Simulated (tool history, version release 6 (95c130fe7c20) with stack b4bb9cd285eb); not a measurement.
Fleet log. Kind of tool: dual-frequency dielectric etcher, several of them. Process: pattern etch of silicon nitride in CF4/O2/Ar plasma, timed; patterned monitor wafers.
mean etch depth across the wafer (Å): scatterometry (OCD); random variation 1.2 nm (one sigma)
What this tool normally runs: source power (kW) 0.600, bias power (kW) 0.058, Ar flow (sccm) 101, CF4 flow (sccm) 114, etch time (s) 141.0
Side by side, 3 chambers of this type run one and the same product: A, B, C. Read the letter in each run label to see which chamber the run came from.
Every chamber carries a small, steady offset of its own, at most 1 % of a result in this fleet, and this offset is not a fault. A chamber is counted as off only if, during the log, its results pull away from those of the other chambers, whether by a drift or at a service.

| run | hour | source power (kW) | bias power (kW) | Ar flow (sccm) | CF4 flow (sccm) | etch time (s) | read-back reference wafer on the same gauge, depth_nm | mean etch depth across the wafer (Å) |
|---|---|---|---|---|---|---|---|---|
| 1B | 8.2 | 0.600 | 0.058 | 101 | 114 | 141.0 | 389.85 | 3337.9 |
| 2A | 14.1 | 0.600 | 0.058 | 101 | 114 | 141.0 | 389.98 | 3375.9 |
| 3C | 23.1 | 0.600 | 0.058 | 101 | 114 | 141.0 | 389.76 | 3378.5 |
| 4A | 28.2 | 0.600 | 0.058 | 101 | 114 | 141.0 | 389.69 | 3384.4 |
| 5C | 37.9 | 0.600 | 0.058 | 101 | 114 | 141.0 | 390.37 | 3376.3 |
| 6B | 46.4 | 0.600 | 0.058 | 101 | 114 | 141.0 | 390.07 | 3345.2 |
| 7B | 57.4 | 0.600 | 0.058 | 101 | 114 | 141.0 | 390.02 | 3352.8 |
| 8C | 67.1 | 0.600 | 0.058 | 101 | 114 | 141.0 | 389.92 | 3352.0 |
| 9A | 75.6 | 0.600 | 0.058 | 101 | 114 | 141.0 | 389.96 | 3375.5 |
| 10C | 85.2 | 0.600 | 0.058 | 101 | 114 | 141.0 | 389.86 | 3402.0 |
| 11B | 96.2 | 0.600 | 0.058 | 101 | 114 | 141.0 | 389.80 | 3358.3 |
| 12A | 104.5 | 0.600 | 0.058 | 101 | 114 | 141.0 | 389.90 | 3381.6 |
| 13C | 115.9 | 0.600 | 0.058 | 101 | 114 | 141.0 | 390.26 | 3407.3 |
| 14A | 125.9 | 0.600 | 0.058 | 101 | 114 | 141.0 | 389.96 | 3383.4 |
| 15B | 132.1 | 0.600 | 0.058 | 101 | 114 | 141.0 | 390.13 | 3357.0 |
| 16B | 143.6 | 0.600 | 0.058 | 101 | 114 | 168.5 | 390.34 | 4001.4 |
| 17A | 154.5 | 0.600 | 0.058 | 101 | 114 | 168.5 | 390.08 | 4026.4 |
| 18C | 164.9 | 0.600 | 0.058 | 101 | 114 | 168.5 | 389.93 | 4034.8 |
| 19A | 171.2 | 0.600 | 0.058 | 101 | 114 | 141.0 | 389.72 | 3390.1 |
|  | 181.0 | chamber B: CF4 flow controller replaced |
| 20B | 182.9 | 0.600 | 0.058 | 101 | 114 | 141.0 | 389.66 | 3330.4 |
| 21C | 191.3 | 0.600 | 0.058 | 101 | 114 | 141.0 | 390.52 | 3368.6 |
| 22B | 199.6 | 0.600 | 0.058 | 101 | 114 | 141.0 | 389.91 | 3354.4 |
| 23C | 209.8 | 0.600 | 0.058 | 101 | 114 | 141.0 | 390.14 | 3399.7 |
| 24A | 221.5 | 0.600 | 0.058 | 101 | 114 | 141.0 | 390.19 | 3369.6 |
| 25B | 226.8 | 0.600 | 0.058 | 101 | 114 | 141.0 | 390.24 | 3364.0 |
| 26C | 233.0 | 0.680 | 0.058 | 116 | 114 | 141.0 | 390.10 | 3700.3 |
| 27A | 240.2 | 0.680 | 0.058 | 116 | 114 | 141.0 | 389.90 | 3705.4 |
|  | 247.6 | chamber C: wet clean of the chamber |
| 28C | 247.6 | 0.680 | 0.058 | 116 | 114 | 141.0 | 390.36 | 3721.1 |
| 29A | 258.5 | 0.600 | 0.058 | 101 | 114 | 141.0 | 390.02 | 3396.9 |
| 30B | 266.8 | 0.600 | 0.058 | 101 | 114 | 141.0 | 389.72 | 3346.3 |
| 31C | 276.6 | 0.600 | 0.058 | 88 | 114 | 141.0 | 389.82 | 3427.4 |
|  | 281.0 | chamber B: wet clean of the chamber |
| 32B | 287.5 | 0.600 | 0.058 | 88 | 114 | 141.0 | 390.07 | 3409.2 |

Is one chamber off against the others, does the gauge drift, or is nothing wrong? If a chamber is off, say which, and what the likeliest cause is.

Nothing is wrong: each chamber keeps only its own small, steady offset and the gauge holds still.

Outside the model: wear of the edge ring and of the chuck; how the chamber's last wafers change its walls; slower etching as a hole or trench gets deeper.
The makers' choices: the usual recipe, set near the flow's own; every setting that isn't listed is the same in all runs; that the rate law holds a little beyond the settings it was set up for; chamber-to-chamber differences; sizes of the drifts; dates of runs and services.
